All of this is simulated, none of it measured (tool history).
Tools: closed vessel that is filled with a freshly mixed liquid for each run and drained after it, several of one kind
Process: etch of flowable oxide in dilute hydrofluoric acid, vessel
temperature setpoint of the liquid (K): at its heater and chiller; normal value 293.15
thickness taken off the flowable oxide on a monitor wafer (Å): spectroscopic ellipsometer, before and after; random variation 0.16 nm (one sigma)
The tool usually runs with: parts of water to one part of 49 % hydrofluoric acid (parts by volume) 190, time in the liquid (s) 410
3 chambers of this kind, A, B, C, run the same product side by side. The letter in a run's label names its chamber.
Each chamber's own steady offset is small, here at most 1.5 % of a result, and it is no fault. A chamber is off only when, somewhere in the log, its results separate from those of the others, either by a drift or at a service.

run,hour,temperature setpoint of the liquid (K),parts of water to one part of 49 % hydrofluoric acid (parts by volume),time in the liquid (s),"read-back film thickness of the flowable oxide reference wafer, read on the same gauge (nm)",thickness taken off the flowable oxide on a monitor wafer (Å)
1A,4.4,293.15,190,410,30.005,490.75
2C,8.5,293.15,190,410,30.006,504.15
3B,13.4,293.15,190,410,30.009,496.42
4C,16.9,293.15,190,410,30.014,504.61
5B,22.7,293.15,190,410,30.001,497.33
6A,26.7,293.15,190,410,30.012,496.05
7A,30.6,293.15,225,650,30.012,643.56
8B,37.8,293.15,225,650,30.001,644.7
9C,45.1,293.15,225,650,29.997,653.83
10A,50.6,293.15,190,410,30.003,497.45
11B,55.2,293.15,190,410,29.995,498.77
12C,63.1,293.15,190,410,30.011,504.47
13A,70.3,293.15,190,410,29.99,493.16
14B,74.7,295.15,190,260,30.001,341.8
15C,80.2,295.15,190,260,30.005,348.52
16B,86.4,295.15,190,260,29.996,343.2
17C,89.8,293.15,190,410,29.997,511.01
18A,93.8,293.15,190,410,30.002,497.15
19A,99.5,293.15,190,285,30.017,342.33
20B,105.5,293.15,190,285,30.005,346.54
21C,112.2,293.15,190,285,30.011,354.12
22C,119.7,293.15,190,410,30.022,511.32
23B,126.8,293.15,190,410,30.009,499.58
24A,133.5,293.15,190,410,29.987,493.89
25C,139.1,293.15,190,410,30.012,513.61

Decide between three cases: one chamber stands off from its peers, the gauge reading all wafers drifts, or nothing is wrong past each chamber's small offset. Where a chamber is off, say which and what most likely put it there.

It is chamber C that slowly wanders off from its peers.
What lies behind it: liquid hotter than its thermometer reads (K) = 0.476.
The log might look much the same if the cause were instead: hydrofluoric acid flow above the setpoint (%).

Below are 4 candidate recipes for chamber C's next run, each the usual settings with a change, their results shown as question marks. Which of them brings C's results back in line with what the other chambers give on the usual settings?
A result is in line if it is within this distance of the other chambers' mean on the usual settings: thickness taken off the flowable oxide on a monitor wafer (Å) 5.7
26C-1,144.8,293.15,195,410,,?
26C-2,144.8,293.15,190,405,,?
26C-3,144.8,293.15,190,425,,?
26C-4,144.8,293.15,190,415,,?

What the other chambers average on the usual settings: thickness taken off the flowable oxide on a monitor wafer (Å) 497.1
run,thickness taken off the flowable oxide on a monitor wafer (Å)
26C-1,497.24
26C-2,506.6
26C-3,531.62
26C-4,519.11
The answer is 26C-1, which returns the chamber to within the allowed miss of the others.

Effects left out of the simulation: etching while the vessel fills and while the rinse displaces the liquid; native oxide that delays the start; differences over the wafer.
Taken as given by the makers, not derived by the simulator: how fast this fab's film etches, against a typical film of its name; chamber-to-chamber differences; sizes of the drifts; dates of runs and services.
